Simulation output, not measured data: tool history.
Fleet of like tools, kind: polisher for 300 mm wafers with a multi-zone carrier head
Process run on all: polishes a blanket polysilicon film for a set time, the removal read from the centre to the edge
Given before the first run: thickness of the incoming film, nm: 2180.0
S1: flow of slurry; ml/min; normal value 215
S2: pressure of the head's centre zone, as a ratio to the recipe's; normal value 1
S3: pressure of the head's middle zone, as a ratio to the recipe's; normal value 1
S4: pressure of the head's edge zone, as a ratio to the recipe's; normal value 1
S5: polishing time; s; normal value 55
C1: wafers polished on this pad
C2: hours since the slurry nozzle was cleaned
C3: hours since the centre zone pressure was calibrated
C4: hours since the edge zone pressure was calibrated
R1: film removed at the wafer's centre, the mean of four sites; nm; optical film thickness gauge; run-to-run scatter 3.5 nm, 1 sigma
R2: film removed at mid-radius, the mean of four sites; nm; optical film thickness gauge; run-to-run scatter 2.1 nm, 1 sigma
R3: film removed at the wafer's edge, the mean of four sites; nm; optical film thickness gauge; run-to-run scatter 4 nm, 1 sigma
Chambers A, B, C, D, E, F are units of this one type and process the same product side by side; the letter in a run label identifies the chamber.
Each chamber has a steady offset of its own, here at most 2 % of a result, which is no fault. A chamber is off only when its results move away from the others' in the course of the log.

| run | hour | S1 | S2 | S3 | S4 | S5 | C1 | C2 | C3 | C4 | R1 | R2 | R3 |
|---|---|---|---|---|---|---|---|---|---|---|---|---|---|
|  | 4.6 | chamber C: slurry nozzle cleaned |
|  | 8.3 | chamber E: slurry nozzle cleaned |
| 1C | 15.2 | 215 | 1 | 1 | 1 | 55 | 787 | 10.7 | 640.1 | 209.9 | 277.92 | 281.23 | 284.64 |
|  | 15.5 | chamber B: slurry nozzle cleaned |
|  | 23.1 | chamber A: edge zone pressure recalibrated |
| 2A | 28.9 | 215 | 1 | 1 | 1 | 55 | 693 | 680.5 | 803.1 | 5.9 | 276.62 | 279.81 | 282.41 |
|  | 30.5 | chamber E: edge zone pressure recalibrated |
|  | 33.9 | chamber B: worn pad replaced by a new one |
| 3B | 40.1 | 215 | 1 | 1 | 1 | 55 | 85 | 24.7 | 283.5 | 511.9 | 288.18 | 280.98 | 283.8 |
| 4F | 51.1 | 215 | 1 | 1 | 1 | 55 | 868 | 242.2 | 609.4 | 676.7 | 279.91 | 276.98 | 281.85 |
|  | 60.9 | chamber C: worn pad replaced by a new one |
| 5D | 65.7 | 215 | 1.06 | 1 | 1 | 55 | 1562 | 413.9 | 211 | 76.7 | 288.14 | 278.22 | 283.96 |
|  | 73.5 | chamber F: worn pad replaced by a new one |
|  | 75.1 | chamber D: worn pad replaced by a new one |
| 6E | 77.4 | 215 | 1.06 | 1 | 1 | 55 | 1255 | 69.2 | 376.9 | 47 | 299.15 | 278.39 | 274.97 |
|  | 84.3 | chamber E: worn pad replaced by a new one |
| 7A | 91.5 | 215 | 1.06 | 1 | 1 | 55 | 1547 | 743.1 | 865.7 | 68.5 | 299.68 | 277.76 | 273.56 |
|  | 93 | chamber A: worn pad replaced by a new one |
|  | 97.9 | chamber F: centre zone pressure recalibrated |
| 8C | 102.4 | 215 | 1.06 | 1 | 1 | 55 | 567 | 97.9 | 727.3 | 297.1 | 298.54 | 282.97 | 286.38 |
| 9F | 116.6 | 215 | 1.06 | 1 | 1 | 55 | 588 | 307.7 | 18.7 | 742.2 | 298.34 | 279.98 | 275.64 |
| 10B | 126.2 | 215 | 1.06 | 1 | 1 | 55 | 1259 | 110.8 | 369.6 | 598 | 295.39 | 280.22 | 285.48 |
|  | 128.9 | chamber B: worn pad replaced by a new one |
| 11D | 139.2 | 215 | 1 | 1 | 1 | 55 | 875 | 487.4 | 284.5 | 150.2 | 270.57 | 279.11 | 279.27 |
|  | 145.9 | chamber E: centre zone pressure recalibrated |
| 12E | 150.4 | 215 | 1 | 1 | 1 | 55 | 901 | 142.2 | 4.6 | 120 | 273.46 | 281.69 | 284.36 |
|  | 155.5 | chamber F: worn pad replaced by a new one |
| 13D | 165 | 215 | 1 | 1 | 1 | 55 | 1227 | 513.2 | 310.3 | 176 | 278.19 | 278.87 | 277.07 |
|  | 169.2 | chamber C: worn pad replaced by a new one |
|  | 174.3 | chamber E: worn pad replaced by a new one |
| 14A | 179.1 | 215 | 1 | 1 | 1 | 55 | 1174 | 830.7 | 953.3 | 156.1 | 280.26 | 282.22 | 281.11 |
|  | 184.3 | chamber A: worn pad replaced by a new one |
|  | 189.2 | chamber A: slurry nozzle cleaned |
|  | 189.8 | chamber D: worn pad replaced by a new one |
| 15C | 193.8 | 215 | 1 | 1 | 1 | 55 | 336 | 189.3 | 818.7 | 388.5 | 277 | 281.59 | 290.11 |
| 16F | 208.8 | 180 | 1 | 1 | 1 | 55 | 727 | 399.9 | 110.9 | 834.4 | 274.64 | 269.5 | 270.81 |
|  | 214 | chamber B: slurry nozzle cleaned |
| 17E | 222.7 | 180 | 1 | 1 | 1 | 55 | 661 | 214.5 | 76.9 | 192.3 | 269.37 | 273.14 | 270.93 |
|  | 224.8 | chamber B: worn pad replaced by a new one |
|  | 228.4 | chamber F: edge zone pressure recalibrated |
| 18B | 235.3 | 180 | 1 | 1 | 1 | 55 | 144 | 21.3 | 478.7 | 707.1 | 276.28 | 271.47 | 274.79 |
|  | 247 | chamber F: worn pad replaced by a new one |
| 19F | 249.3 | 180 | 1 | 1 | 1 | 55 | 32 | 440.4 | 151.4 | 20.9 | 269.65 | 273.89 | 271.76 |
| 20D | 262.1 | 180 | 1 | 1 | 1 | 55 | 986 | 610.3 | 407.4 | 273.1 | 269.08 | 266.39 | 272.81 |
|  | 271.3 | chamber E: worn pad replaced by a new one |
| 21B | 273.9 | 180 | 1 | 1 | 1 | 55 | 670 | 59.9 | 517.3 | 745.7 | 272.83 | 276.33 | 270.33 |
|  | 279.2 | chamber C: worn pad replaced by a new one |
| 22A | 281.3 | 215 | 1 | 1 | 1 | 55 | 1323 | 92.2 | 1055.5 | 258.3 | 275.63 | 278.44 | 285.07 |
|  | 282.3 | chamber A: worn pad replaced by a new one |
|  | 283.1 | chamber D: worn pad replaced by a new one |
| 23E | 292.5 | 215 | 1 | 1 | 1 | 55 | 290 | 284.3 | 146.7 | 262.1 | 280.81 | 281.13 | 281.71 |
|  | 294.4 | chamber D: slurry nozzle cleaned |
| 24C | 299.4 | 215 | 1 | 1 | 1 | 55 | 275 | 294.9 | 924.3 | 494.1 | 276.52 | 283.12 | 286.28 |
|  | 301.2 | chamber E: slurry nozzle cleaned |
| 25E | 310 | 215 | 1 | 1 | 1 | 55 | 528 | 8.8 | 164.2 | 279.6 | 283.53 | 279.01 | 278.13 |
|  | 315.3 | chamber B: edge zone pressure recalibrated |
|  | 323 | chamber E: edge zone pressure recalibrated |
| 26C | 324.7 | 215 | 1 | 1 | 1 | 55 | 620 | 320.2 | 949.6 | 519.4 | 280.24 | 288.46 | 277.61 |
|  | 325.5 | chamber F: slurry nozzle cleaned |
|  | 326.3 | chamber A: centre zone pressure recalibrated |
|  | 328 | chamber B: worn pad replaced by a new one |
|  | 334.2 | chamber D: edge zone pressure recalibrated |
| 27F | 335.7 | 215 | 1 | 1 | 1 | 55 | 1210 | 10.3 | 237.8 | 107.3 | 283.73 | 278.62 | 280.17 |
|  | 337.7 | chamber F: worn pad replaced by a new one |
| 28B | 346.4 | 215 | 1 | 1 | 1 | 55 | 251 | 132.4 | 589.8 | 31.2 | 281.97 | 277.19 | 285.18 |
| 29D | 353.1 | 215 | 1 | 1 | 1 | 55 | 955 | 58.7 | 498.4 | 18.9 | 280.55 | 278.77 | 281.06 |
|  | 355.9 | chamber E: worn pad replaced by a new one |
|  | 357 | chamber C: centre zone pressure recalibrated |
| 30A | 363.3 | 265 | 1 | 0.89 | 1 | 55 | 1105 | 174.2 | 37.1 | 340.3 | 286.75 | 257.28 | 284.76 |
|  | 374 | chamber C: worn pad replaced by a new one |
| 31B | 378.3 | 265 | 1 | 0.89 | 1 | 55 | 686 | 164.3 | 621.7 | 63.1 | 292.32 | 256.57 | 288.84 |
|  | 380.6 | chamber A: worn pad replaced by a new one |
| 32C | 387.6 | 265 | 1 | 0.89 | 1 | 55 | 186 | 383.1 | 30.7 | 582.3 | 285.81 | 266.85 | 283.4 |
|  | 397.8 | chamber D: worn pad replaced by a new one |
| 33F | 398.8 | 265 | 1 | 0.89 | 1 | 55 | 834 | 73.4 | 300.9 | 170.4 | 296.06 | 259.15 | 282.1 |
| 34E | 410.9 | 265 | 1 | 0.89 | 1 | 55 | 751 | 109.7 | 265.1 | 87.9 | 287.14 | 258.8 | 286.67 |
|  | 423 | chamber B: worn pad replaced by a new one |
| 35A | 424.9 | 265 | 1 | 0.89 | 1 | 55 | 605 | 235.8 | 98.7 | 401.9 | 285.88 | 258.63 | 289.96 |
| 36D | 439.1 | 215 | 1 | 1 | 1 | 55 | 564 | 144.7 | 584.4 | 104.9 | 274.04 | 278.62 | 282.58 |
|  | 440.3 | chamber B: slurry nozzle cleaned |
|  | 442.6 | chamber E: worn pad replaced by a new one |
| 37D | 446 | 215 | 1 | 1 | 1 | 55 | 658 | 151.6 | 591.3 | 111.8 | 281.13 | 274.35 | 282.85 |
| 38E | 457.2 | 215 | 1 | 1 | 1 | 55 | 199 | 156 | 311.4 | 134.2 | 277.57 | 277.26 | 283.12 |
|  | 468.6 | chamber A: worn pad replaced by a new one |
| 39B | 471.9 | 215 | 1 | 1 | 1 | 55 | 666 | 31.6 | 715.3 | 156.7 | 283.61 | 281.66 | 283.64 |
| 40A | 481.2 | 145 | 1 | 1 | 1 | 55 | 172 | 292.1 | 155 | 458.2 | 261.51 | 264.85 | 259.73 |

Is one chamber out of step, is the gauge drifting, or do the chambers differ by no more than their own small offsets? For an off chamber, give its letter and the likeliest cause.

The fleet is healthy, with each chamber sitting at its usual small offset and no drift in the gauge.
